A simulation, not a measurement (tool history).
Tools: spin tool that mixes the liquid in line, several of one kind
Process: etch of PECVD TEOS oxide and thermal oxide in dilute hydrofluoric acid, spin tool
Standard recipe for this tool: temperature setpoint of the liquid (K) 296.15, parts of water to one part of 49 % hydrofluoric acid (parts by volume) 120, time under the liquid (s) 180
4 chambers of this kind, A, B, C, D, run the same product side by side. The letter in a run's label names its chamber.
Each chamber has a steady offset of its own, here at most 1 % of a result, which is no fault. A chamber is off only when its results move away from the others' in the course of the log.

run,hour,temperature setpoint of the liquid (K),parts of water to one part of 49 % hydrofluoric acid (parts by volume),time under the liquid (s),"read-back film thickness of the PECVD TEOS oxide reference wafer, read on the same gauge (nm)","read-back film thickness of the thermal oxide reference wafer, read on the same gauge (nm)",thickness taken off the PECVD TEOS oxide on a monitor wafer (nm),thickness taken off the thermal oxide on a monitor wafer (nm)
1C,8.0,296.15,120,180,140.00,50.012,13.993,6.5753
2D,18.6,296.15,120,180,139.97,49.978,14.188,6.5767
3A,26.1,296.15,120,180,139.99,49.999,14.120,6.5739
4B,33.3,296.15,120,180,140.02,50.026,14.164,6.5681
5B,42.8,296.15,120,180,139.99,50.026,14.074,6.5202
6C,52.1,291.65,120,180,140.01,49.984,11.704,5.4784
7A,63.6,291.65,120,180,140.00,50.025,11.799,5.5150
8D,72.4,291.65,120,180,140.01,49.977,11.808,5.5142
9A,82.8,291.65,120,180,140.02,49.992,11.821,5.5010
10B,89.4,296.15,120,180,140.02,50.006,14.092,6.5330
11C,98.2,296.15,120,180,139.99,50.032,14.130,6.6155
12D,109.3,296.15,120,180,140.01,49.948,14.105,6.5822
# hour 117.5: chamber C: thermometer replaced
13B,120.0,296.15,120,180,139.98,49.989,14.140,6.5500
14D,128.8,296.15,120,180,140.01,50.025,14.084,6.5798
15C,135.5,296.15,120,180,140.01,49.998,14.002,6.6192
16A,146.8,296.15,120,180,140.00,49.993,14.228,6.5605
17D,157.1,296.15,120,180,139.98,49.988,14.342,6.5922
18A,163.2,296.15,120,180,140.01,50.031,14.175,6.6103
19B,173.9,296.15,120,180,140.02,49.978,14.274,6.5584
20C,181.9,296.15,120,180,140.00,50.032,14.101,6.6231
21A,191.3,296.15,120,180,140.01,50.058,14.244,6.6302
22C,203.3,296.15,120,180,139.99,49.978,14.146,6.6277
23B,215.5,296.15,120,180,139.99,50.009,14.125,6.5483
24D,225.7,296.15,120,180,139.97,50.013,14.163,6.6105
# hour 236.2: chamber A: thermometer replaced
25A,236.2,296.15,120,180,139.99,50.002,14.124,6.6490
26B,242.5,296.15,120,180,139.99,50.057,14.227,6.5204
27D,252.1,296.15,120,180,140.01,50.008,14.183,6.5900
28C,263.6,296.15,120,180,139.99,50.042,14.078,6.6098
29A,274.9,296.15,120,180,139.98,49.988,14.184,6.5739
30D,284.9,299.15,100,180,140.01,50.019,19.671,9.1815

Read the log: is a single chamber off, either drifting away or since a service, is the gauge that measures every chamber drifting, or is nothing wrong beyond small per-chamber offsets? Name any odd chamber and what most likely caused it.

No chamber is off and the gauge is stable; the differences are just each chamber's small, constant offset.
